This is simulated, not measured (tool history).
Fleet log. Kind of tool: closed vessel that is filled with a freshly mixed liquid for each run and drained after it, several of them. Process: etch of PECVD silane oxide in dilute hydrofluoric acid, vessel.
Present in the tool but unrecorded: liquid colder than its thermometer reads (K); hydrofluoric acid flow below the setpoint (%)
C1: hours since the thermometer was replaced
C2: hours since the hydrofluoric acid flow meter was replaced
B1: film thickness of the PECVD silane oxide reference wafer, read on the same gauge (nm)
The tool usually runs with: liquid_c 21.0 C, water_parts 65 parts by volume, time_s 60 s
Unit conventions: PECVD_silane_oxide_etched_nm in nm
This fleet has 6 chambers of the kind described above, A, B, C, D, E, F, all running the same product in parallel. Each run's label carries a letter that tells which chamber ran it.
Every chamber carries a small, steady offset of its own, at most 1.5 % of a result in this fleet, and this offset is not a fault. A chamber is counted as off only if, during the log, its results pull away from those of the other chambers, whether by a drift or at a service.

Run 1E, hour 4.7: usual settings; C1 2142.4; C2 1539.5; B1 140.02. Result: PECVD_silane_oxide_etched_nm 22.714 nm.
Run 2F, hour 13.5: usual settings; C1 1299.5; C2 1408.1; B1 139.99. Result: PECVD_silane_oxide_etched_nm 22.590 nm.
At hour 14.7: chamber E: hydrofluoric acid flow meter replaced.
Run 3B, hour 19.0: usual settings; C1 246.0; C2 221.0; B1 139.99. Result: PECVD_silane_oxide_etched_nm 22.534 nm.
Run 4D, hour 26.1: usual settings; C1 579.7; C2 1008.8; B1 140.06. Result: PECVD_silane_oxide_etched_nm 22.364 nm.
Run 5C, hour 32.3: usual settings; C1 760.6; C2 1821.2; B1 140.03. Result: PECVD_silane_oxide_etched_nm 22.262 nm.
Run 6A, hour 38.2: usual settings but liquid_c 17.5 C, time_s 85 s; C1 542.6; C2 564.1; B1 140.00. Result: PECVD_silane_oxide_etched_nm 27.660 nm.
Run 7C, hour 45.4: usual settings but liquid_c 17.5 C, time_s 85 s; C1 773.7; C2 1834.3; B1 140.02. Result: PECVD_silane_oxide_etched_nm 27.720 nm.
Run 8E, hour 53.1: usual settings but liquid_c 17.5 C, time_s 85 s; C1 2190.8; C2 38.4; B1 139.97. Result: PECVD_silane_oxide_etched_nm 27.763 nm.
Run 9B, hour 57.8: usual settings but liquid_c 17.5 C, time_s 85 s; C1 284.8; C2 259.8; B1 139.99. Result: PECVD_silane_oxide_etched_nm 27.600 nm.
Run 10F, hour 62.0: usual settings but liquid_c 17.5 C, time_s 85 s; C1 1348.0; C2 1456.6; B1 139.97. Result: PECVD_silane_oxide_etched_nm 27.618 nm.
Run 11A, hour 68.7: usual settings but liquid_c 17.5 C, time_s 85 s; C1 573.1; C2 594.6; B1 140.06. Result: PECVD_silane_oxide_etched_nm 27.475 nm.
Run 12D, hour 74.8: usual settings but water_parts 75 parts by volume; C1 628.4; C2 1057.5; B1 139.97. Result: PECVD_silane_oxide_etched_nm 19.077 nm.
Run 13D, hour 80.9: usual settings but water_parts 75 parts by volume; C1 634.5; C2 1063.6; B1 140.01. Result: PECVD_silane_oxide_etched_nm 19.209 nm.
Run 14C, hour 90.3: usual settings but water_parts 75 parts by volume; C1 818.6; C2 1879.2; B1 140.02. Result: PECVD_silane_oxide_etched_nm 19.160 nm.
Run 15E, hour 94.7: usual settings but water_parts 75 parts by volume; C1 2232.4; C2 80.0; B1 140.03. Result: PECVD_silane_oxide_etched_nm 19.536 nm.
Run 16B, hour 100.3: usual settings but water_parts 75 parts by volume; C1 327.3; C2 302.3; B1 139.99. Result: PECVD_silane_oxide_etched_nm 19.514 nm.
Run 17A, hour 105.6: usual settings but water_parts 75 parts by volume; C1 610.0; C2 631.5; B1 140.05. Result: PECVD_silane_oxide_etched_nm 19.318 nm.
Run 18F, hour 110.5: usual settings; C1 1396.5; C2 1505.1; B1 140.01. Result: PECVD_silane_oxide_etched_nm 22.383 nm.
Run 19B, hour 117.5: usual settings; C1 344.5; C2 319.5; B1 140.01. Result: PECVD_silane_oxide_etched_nm 22.786 nm.
At hour 119.5: chamber E: thermometer replaced.
Run 20F, hour 123.7: usual settings; C1 1409.7; C2 1518.3; B1 139.99. Result: PECVD_silane_oxide_etched_nm 22.313 nm.
Run 21E, hour 127.9: usual settings but water_parts 35 parts by volume; C1 8.4; C2 113.2; B1 139.98. Result: PECVD_silane_oxide_etched_nm 44.146 nm.
Run 22A, hour 132.4: usual settings but water_parts 35 parts by volume; C1 636.8; C2 658.3; B1 140.03. Result: PECVD_silane_oxide_etched_nm 43.720 nm.
At hour 136.9: chamber F: thermometer replaced.
Run 23C, hour 138.6: usual settings but water_parts 35 parts by volume; C1 866.9; C2 1927.5; B1 139.99. Result: PECVD_silane_oxide_etched_nm 43.835 nm.
Run 24D, hour 143.5: usual settings but water_parts 35 parts by volume; C1 697.1; C2 1126.2; B1 140.01. Result: PECVD_silane_oxide_etched_nm 42.764 nm.
Run 25F, hour 147.9: usual settings but water_parts 35 parts by volume; C1 11.0; C2 1542.5; B1 139.98. Result: PECVD_silane_oxide_etched_nm 43.575 nm.
Run 26D, hour 155.2: usual settings but water_parts 35 parts by volume; C1 708.8; C2 1137.9; B1 140.03. Result: PECVD_silane_oxide_etched_nm 42.511 nm.
Run 27A, hour 159.8: usual settings; C1 664.2; C2 685.7; B1 139.99. Result: PECVD_silane_oxide_etched_nm 22.586 nm.
Run 28E, hour 167.3: usual settings; C1 47.8; C2 152.6; B1 140.00. Result: PECVD_silane_oxide_etched_nm 22.912 nm.
At hour 169.9: chamber A: thermometer replaced.
Run 29B, hour 175.4: usual settings but water_parts 35 parts by volume, time_s 85 s; C1 402.4; C2 377.4; B1 140.00. Result: PECVD_silane_oxide_etched_nm 62.046 nm.
Run 30C, hour 181.9: usual settings but water_parts 35 parts by volume, time_s 85 s; C1 910.2; C2 1970.8; B1 140.00. Result: PECVD_silane_oxide_etched_nm 62.042 nm.
Run 31B, hour 186.9: usual settings but water_parts 35 parts by volume, time_s 85 s; C1 413.9; C2 388.9; B1 139.97. Result: PECVD_silane_oxide_etched_nm 62.022 nm.
Run 32F, hour 193.6: usual settings but water_parts 35 parts by volume, time_s 85 s; C1 56.7; C2 1588.2; B1 139.98. Result: PECVD_silane_oxide_etched_nm 61.770 nm.
Run 33C, hour 198.0: usual settings but water_parts 35 parts by volume, time_s 85 s; C1 926.3; C2 1986.9; B1 140.05. Result: PECVD_silane_oxide_etched_nm 62.693 nm.
Run 34E, hour 207.1: usual settings but water_parts 35 parts by volume, time_s 85 s; C1 87.6; C2 192.4; B1 140.05. Result: PECVD_silane_oxide_etched_nm 61.109 nm.
Run 35D, hour 212.5: usual settings; C1 766.1; C2 1195.2; B1 140.02. Result: PECVD_silane_oxide_etched_nm 22.493 nm.
Run 36A, hour 217.3: usual settings; C1 47.4; C2 743.2; B1 139.97. Result: PECVD_silane_oxide_etched_nm 22.672 nm.
Run 37F, hour 224.8: usual settings; C1 87.9; C2 1619.4; B1 140.02. Result: PECVD_silane_oxide_etched_nm 22.517 nm.
Run 38B, hour 233.8: usual settings; C1 460.8; C2 435.8; B1 139.99. Result: PECVD_silane_oxide_etched_nm 22.840 nm.
Run 39D, hour 240.4: usual settings; C1 794.0; C2 1223.1; B1 139.98. Result: PECVD_silane_oxide_etched_nm 22.471 nm.
Run 40E, hour 245.6: usual settings; C1 126.1; C2 230.9; B1 139.93. Result: PECVD_silane_oxide_etched_nm 22.511 nm.
Run 41C, hour 251.5: usual settings; C1 979.8; C2 2040.4; B1 140.00. Result: PECVD_silane_oxide_etched_nm 22.529 nm.
Run 42A, hour 256.5: usual settings; C1 86.6; C2 782.4; B1 140.04. Result: PECVD_silane_oxide_etched_nm 22.599 nm.

Each of the 6 chambers runs these same settings next. Fill in every chamber's results:
Run 43A, hour 263.4: usual settings but time_s 45 s. Result: PECVD_silane_oxide_etched_nm ?.
Run 43B, hour 263.4: usual settings but time_s 45 s. Result: PECVD_silane_oxide_etched_nm ?.
Run 43C, hour 263.4: usual settings but time_s 45 s. Result: PECVD_silane_oxide_etched_nm ?.
Run 43D, hour 263.4: usual settings but time_s 45 s. Result: PECVD_silane_oxide_etched_nm ?.
Run 43E, hour 263.4: usual settings but time_s 45 s. Result: PECVD_silane_oxide_etched_nm ?.
Run 43F, hour 263.4: usual settings but time_s 45 s. Result: PECVD_silane_oxide_etched_nm ?.

run  PECVD_silane_oxide_etched_nm
43A                        16.900
43B                        17.023
43C                        16.968
43D                        16.889
43E                        17.174
43F                        17.167
